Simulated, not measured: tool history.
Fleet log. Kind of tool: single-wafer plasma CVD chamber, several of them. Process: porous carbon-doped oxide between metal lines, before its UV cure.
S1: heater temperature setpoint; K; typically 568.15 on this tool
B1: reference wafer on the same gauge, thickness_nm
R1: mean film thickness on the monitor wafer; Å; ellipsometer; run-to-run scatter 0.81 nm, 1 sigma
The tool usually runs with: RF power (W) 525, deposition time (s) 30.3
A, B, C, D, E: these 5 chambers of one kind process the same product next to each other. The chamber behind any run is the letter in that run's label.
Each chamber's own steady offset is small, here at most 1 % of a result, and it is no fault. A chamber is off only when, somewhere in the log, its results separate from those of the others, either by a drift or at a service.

run 1D hour=10.5 | S1=568.15 RF_power_(W)=525 deposition_time_(s)=30.3 | B1=198.79 | R1=1735.7
run 2C hour=19.1 | S1=568.15 RF_power_(W)=525 deposition_time_(s)=30.3 | B1=199.14 | R1=1740.9
run 3E hour=28.6 | S1=568.15 RF_power_(W)=525 deposition_time_(s)=30.3 | B1=198.88 | R1=1724.7
-- hour=39.0 chamber D: RF generator calibrated
run 4B hour=39.6 | S1=568.15 RF_power_(W)=525 deposition_time_(s)=30.3 | B1=198.83 | R1=1732.6
run 5A hour=52.6 | S1=568.15 RF_power_(W)=525 deposition_time_(s)=30.3 | B1=199.23 | R1=1718.3
run 6C hour=62.6 | S1=568.15 RF_power_(W)=525 deposition_time_(s)=30.3 | B1=199.18 | R1=1740.6
run 7E hour=69.2 | S1=568.15 RF_power_(W)=525 deposition_time_(s)=30.3 | B1=199.05 | R1=1724.0
run 8B hour=82.7 | S1=568.15 RF_power_(W)=525 deposition_time_(s)=30.3 | B1=199.14 | R1=1726.5
run 9A hour=94.0 | S1=568.15 RF_power_(W)=525 deposition_time_(s)=30.3 | B1=199.04 | R1=1732.4
run 10D hour=107.3 | S1=568.15 RF_power_(W)=455 deposition_time_(s)=28.0 | B1=198.85 | R1=1452.6
run 11A hour=113.9 | S1=568.15 RF_power_(W)=455 deposition_time_(s)=28.0 | B1=199.13 | R1=1453.4
run 12C hour=127.9 | S1=568.15 RF_power_(W)=455 deposition_time_(s)=28.0 | B1=198.96 | R1=1467.3
run 13E hour=138.9 | S1=568.15 RF_power_(W)=455 deposition_time_(s)=28.0 | B1=198.78 | R1=1461.4
run 14D hour=152.6 | S1=568.15 RF_power_(W)=455 deposition_time_(s)=28.0 | B1=199.05 | R1=1454.5
run 15B hour=165.8 | S1=568.15 RF_power_(W)=525 deposition_time_(s)=30.3 | B1=198.83 | R1=1735.8
-- hour=176.9 chamber B: thermocouple changed; heater temperature recalibrated
run 16E hour=178.2 | S1=568.15 RF_power_(W)=525 deposition_time_(s)=30.3 | B1=198.83 | R1=1722.6
run 17A hour=185.1 | S1=568.15 RF_power_(W)=525 deposition_time_(s)=30.3 | B1=198.74 | R1=1728.3
run 18D hour=195.7 | S1=568.15 RF_power_(W)=525 deposition_time_(s)=30.3 | B1=198.79 | R1=1728.1
run 19B hour=209.1 | S1=568.15 RF_power_(W)=525 deposition_time_(s)=30.3 | B1=199.10 | R1=1738.2
run 20C hour=216.4 | S1=568.15 RF_power_(W)=525 deposition_time_(s)=30.3 | B1=198.97 | R1=1728.5
run 21A hour=228.2 | S1=568.15 RF_power_(W)=525 deposition_time_(s)=30.3 | B1=198.72 | R1=1731.1
run 22D hour=236.0 | S1=568.15 RF_power_(W)=525 deposition_time_(s)=30.3 | B1=198.90 | R1=1721.2
run 23B hour=246.1 | S1=568.15 RF_power_(W)=525 deposition_time_(s)=30.3 | B1=199.10 | R1=1737.5
-- hour=255.8 chamber E: RF generator calibrated
run 24C hour=260.5 | S1=568.15 RF_power_(W)=610 deposition_time_(s)=32.8 | B1=198.90 | R1=2067.8
run 25E hour=272.7 | S1=568.15 RF_power_(W)=610 deposition_time_(s)=32.8 | B1=198.83 | R1=2058.4
run 26A hour=287.2 | S1=568.15 RF_power_(W)=610 deposition_time_(s)=32.8 | B1=199.02 | R1=2062.4
run 27E hour=301.5 | S1=568.15 RF_power_(W)=610 deposition_time_(s)=32.8 | B1=199.06 | R1=2071.8
run 28C hour=315.6 | S1=568.15 RF_power_(W)=610 deposition_time_(s)=32.8 | B1=198.87 | R1=2077.0
run 29D hour=328.6 | S1=568.15 RF_power_(W)=525 deposition_time_(s)=30.3 | B1=198.89 | R1=1732.1
run 30B hour=335.5 | S1=568.15 RF_power_(W)=525 deposition_time_(s)=30.3 | B1=198.90 | R1=1728.1
run 31E hour=345.7 | S1=568.15 RF_power_(W)=525 deposition_time_(s)=30.3 | B1=198.79 | R1=1738.0
-- hour=351.2 chamber C: thermocouple changed; heater temperature recalibrated
run 32B hour=359.5 | S1=568.15 RF_power_(W)=525 deposition_time_(s)=25.9 | B1=199.00 | R1=1479.7
run 33D hour=367.6 | S1=568.15 RF_power_(W)=525 deposition_time_(s)=25.9 | B1=198.78 | R1=1492.9
run 34C hour=374.0 | S1=568.15 RF_power_(W)=525 deposition_time_(s)=25.9 | B1=199.15 | R1=1502.9
run 35A hour=382.5 | S1=568.15 RF_power_(W)=525 deposition_time_(s)=25.9 | B1=198.98 | R1=1486.6
run 36A hour=390.6 | S1=568.15 RF_power_(W)=525 deposition_time_(s)=25.9 | B1=198.99 | R1=1483.3

One chamber off, gauge drift, or nothing amiss beyond the chambers' own small offsets? If it is a chamber, which one, and what is the likeliest cause?

Neither any chamber nor the gauge drifts; the chambers differ only by their own small, steady offsets.
